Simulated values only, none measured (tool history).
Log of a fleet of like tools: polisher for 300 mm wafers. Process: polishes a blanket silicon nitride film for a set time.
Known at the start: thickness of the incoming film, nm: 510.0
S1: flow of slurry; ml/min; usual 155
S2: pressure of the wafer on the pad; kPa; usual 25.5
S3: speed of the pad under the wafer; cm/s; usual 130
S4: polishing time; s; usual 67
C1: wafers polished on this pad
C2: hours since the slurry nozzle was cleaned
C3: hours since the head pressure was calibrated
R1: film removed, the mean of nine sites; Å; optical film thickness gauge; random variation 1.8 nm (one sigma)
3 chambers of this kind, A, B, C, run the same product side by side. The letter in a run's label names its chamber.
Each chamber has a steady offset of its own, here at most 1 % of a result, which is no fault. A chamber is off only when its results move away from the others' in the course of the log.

-- hour=0.2 chamber B: worn pad replaced by a new one
run 1B hour=6.5 | S1=155 S2=25.5 S3=130 S4=67 | C1=83 C2=465.5 C3=362.2 | R1=1372.90
run 2C hour=11.9 | S1=155 S2=25.5 S3=130 S4=67 | C1=394 C2=334.1 C3=648.1 | R1=1386.80
run 3A hour=20.5 | S1=155 S2=25.5 S3=130 S4=67 | C1=1144 C2=622.8 C3=119.6 | R1=1387.20
-- hour=26.3 chamber C: worn pad replaced by a new one
run 4C hour=28.7 | S1=155 S2=25.5 S3=130 S4=67 | C1=32 C2=350.9 C3=664.9 | R1=1398.40
run 5B hour=35.1 | S1=155 S2=25.5 S3=130 S4=67 | C1=459 C2=494.1 C3=390.8 | R1=1370.70
-- hour=36.2 chamber A: worn pad replaced by a new one
run 6A hour=42.6 | S1=155 S2=25.5 S3=130 S4=67 | C1=84 C2=644.9 C3=141.7 | R1=1412.20
run 7B hour=52.7 | S1=155 S2=25.5 S3=130 S4=67 | C1=690 C2=511.7 C3=408.4 | R1=1395.20
-- hour=55.5 chamber B: worn pad replaced by a new one
run 8C hour=60.3 | S1=155 S2=25.5 S3=130 S4=67 | C1=447 C2=382.5 C3=696.5 | R1=1407.20
-- hour=63.9 chamber B: head pressure recalibrated
run 9A hour=70.8 | S1=195 S2=25.5 S3=130 S4=67 | C1=455 C2=673.1 C3=169.9 | R1=1445.80
-- hour=71.0 chamber C: worn pad replaced by a new one
run 10A hour=78.8 | S1=195 S2=25.5 S3=130 S4=67 | C1=560 C2=681.1 C3=177.9 | R1=1434.20
run 11C hour=84.5 | S1=195 S2=25.5 S3=130 S4=67 | C1=178 C2=406.7 C3=720.7 | R1=1465.60
run 12B hour=91.2 | S1=155 S2=25.5 S3=130 S4=67 | C1=469 C2=550.2 C3=27.3 | R1=1227.30
run 13B hour=97.7 | S1=155 S2=25.5 S3=130 S4=67 | C1=555 C2=556.7 C3=33.8 | R1=1237.80
run 14A hour=106.2 | S1=155 S2=25.5 S3=130 S4=67 | C1=920 C2=708.5 C3=205.3 | R1=1389.90
-- hour=108.3 chamber B: worn pad replaced by a new one
-- hour=109.7 chamber C: slurry nozzle cleaned
-- hour=111.7 chamber C: worn pad replaced by a new one
-- hour=113.5 chamber A: slurry nozzle cleaned
run 15C hour=116.2 | S1=155 S2=25.5 S3=130 S4=67 | C1=59 C2=6.5 C3=752.4 | R1=1399.70
run 16C hour=124.4 | S1=155 S2=25.5 S3=130 S4=67 | C1=167 C2=14.7 C3=760.6 | R1=1383.00
run 17B hour=133.8 | S1=155 S2=25.5 S3=130 S4=67 | C1=335 C2=592.8 C3=69.9 | R1=1252.00
run 18A hour=138.5 | S1=155 S2=25.5 S3=130 S4=67 | C1=1345 C2=25.0 C3=237.6 | R1=1433.40
run 19A hour=147.2 | S1=155 S2=25.5 S3=130 S4=67 | C1=1460 C2=33.7 C3=246.3 | R1=1404.90
-- hour=155.9 chamber C: worn pad replaced by a new one
run 20C hour=157.4 | S1=155 S2=31.0 S3=130 S4=54 | C1=19 C2=47.7 C3=793.6 | R1=1368.60
run 21B hour=167.1 | S1=155 S2=31.0 S3=130 S4=54 | C1=773 C2=626.1 C3=103.2 | R1=1193.00
run 22B hour=173.2 | S1=155 S2=31.0 S3=130 S4=54 | C1=854 C2=632.2 C3=109.3 | R1=1233.00

Next, every chamber runs the same settings. What will each give?
run 23A hour=180.8 | S1=155 S2=17.9 S3=130 S4=67 | R1=?
run 23B hour=180.8 | S1=155 S2=17.9 S3=130 S4=67 | R1=?
run 23C hour=180.8 | S1=155 S2=17.9 S3=130 S4=67 | R1=?

run=23A R1=975.94
run=23B R1=860.45
run=23C R1=971.03
